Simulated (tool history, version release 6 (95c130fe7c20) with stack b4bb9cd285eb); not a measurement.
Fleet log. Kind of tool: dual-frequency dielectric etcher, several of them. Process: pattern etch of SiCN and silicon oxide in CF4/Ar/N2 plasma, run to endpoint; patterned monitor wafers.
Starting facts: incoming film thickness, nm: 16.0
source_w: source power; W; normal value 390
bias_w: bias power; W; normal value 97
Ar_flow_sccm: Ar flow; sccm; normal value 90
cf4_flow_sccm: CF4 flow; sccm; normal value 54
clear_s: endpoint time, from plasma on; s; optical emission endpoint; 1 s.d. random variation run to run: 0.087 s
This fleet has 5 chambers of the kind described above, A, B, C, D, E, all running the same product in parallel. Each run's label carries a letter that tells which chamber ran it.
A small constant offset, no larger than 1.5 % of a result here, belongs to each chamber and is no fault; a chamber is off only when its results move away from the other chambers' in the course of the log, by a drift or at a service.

run,day,source_w,bias_w,Ar_flow_sccm,cf4_flow_sccm,clear_s
1C,0.325,390,97,90,54,19.437
2A,0.733,390,97,90,54,19.269
3E,0.958,390,97,90,54,19.409
4D,1.283,390,97,90,54,18.944
# day 1.479: chamber C: wet clean of the chamber
5B,1.512,390,97,90,54,19.569
6A,1.767,390,97,90,54,19.498
7D,2.021,390,97,90,54,19.106
8C,2.246,390,97,90,54,19.451
9B,2.617,390,97,90,54,19.380
10E,2.979,390,97,90,54,19.482
11D,3.212,390,97,90,54,19.095
12C,3.696,390,97,90,54,19.356
13E,4.175,390,97,90,54,19.424
14B,4.446,390,97,90,54,19.466
15A,4.717,390,97,90,54,19.275
# day 4.817: chamber E: wet clean of the chamber
16C,5.062,390,97,90,54,19.252
17D,5.312,390,97,90,54,19.129
18B,5.529,390,97,90,54,19.405
19A,5.958,390,97,90,54,19.301
20E,6.388,390,97,90,54,19.464
21D,6.671,390,97,90,54,19.236
# day 6.867: chamber B: wet clean of the chamber
22C,7.025,390,97,90,54,19.454
23E,7.479,390,97,90,54,19.241
# day 7.671: chamber D: wet clean of the chamber
24B,7.900,390,97,90,54,19.356
25A,8.238,390,97,90,54,19.030
26A,8.454,390,97,90,54,18.984
27B,8.675,390,97,90,44,19.875
28D,9.067,390,97,90,44,19.711
29E,9.500,390,97,90,44,20.011
30C,9.888,390,97,90,44,19.901
31E,10.167,390,97,90,44,20.024
32D,10.450,390,97,90,54,19.170
33A,10.846,390,97,90,54,18.663
34B,11.246,390,97,90,54,19.375
35C,11.712,390,97,90,54,19.360
36E,12.142,390,97,90,54,19.491
37A,12.588,390,97,90,54,18.685

One chamber off, gauge drift, or nothing amiss beyond the chambers' own small offsets? If it is a chamber, which one, and what is the likeliest cause?

Little by little, chamber A moves away from the other chambers.
Cause: etch rate over this chamber's usual, % = 4.25.
The log may not separate it from: source power that arrives over what is set, %.

Below are 4 candidate recipes for chamber A's next run, each the usual settings with a change, their results shown as question marks. Which of them brings A's results back in line with what the other chambers give on the usual settings?
Counts as in line when no further than this from what the other chambers average on the usual settings: clear_s 0.300 s
38A-1,12.938,390,97,90,73,?
38A-2,12.938,390,94,91,53,?
38A-3,12.938,390,97,90,41,?
38A-4,12.938,390,97,90,60,?

On the usual settings, the other chambers give on average: clear_s 19.341 s
run,clear_s
38A-1,17.787
38A-2,18.791
38A-3,19.219
38A-4,18.243
The answer is 38A-3, which returns the chamber to within the allowed miss of the others.
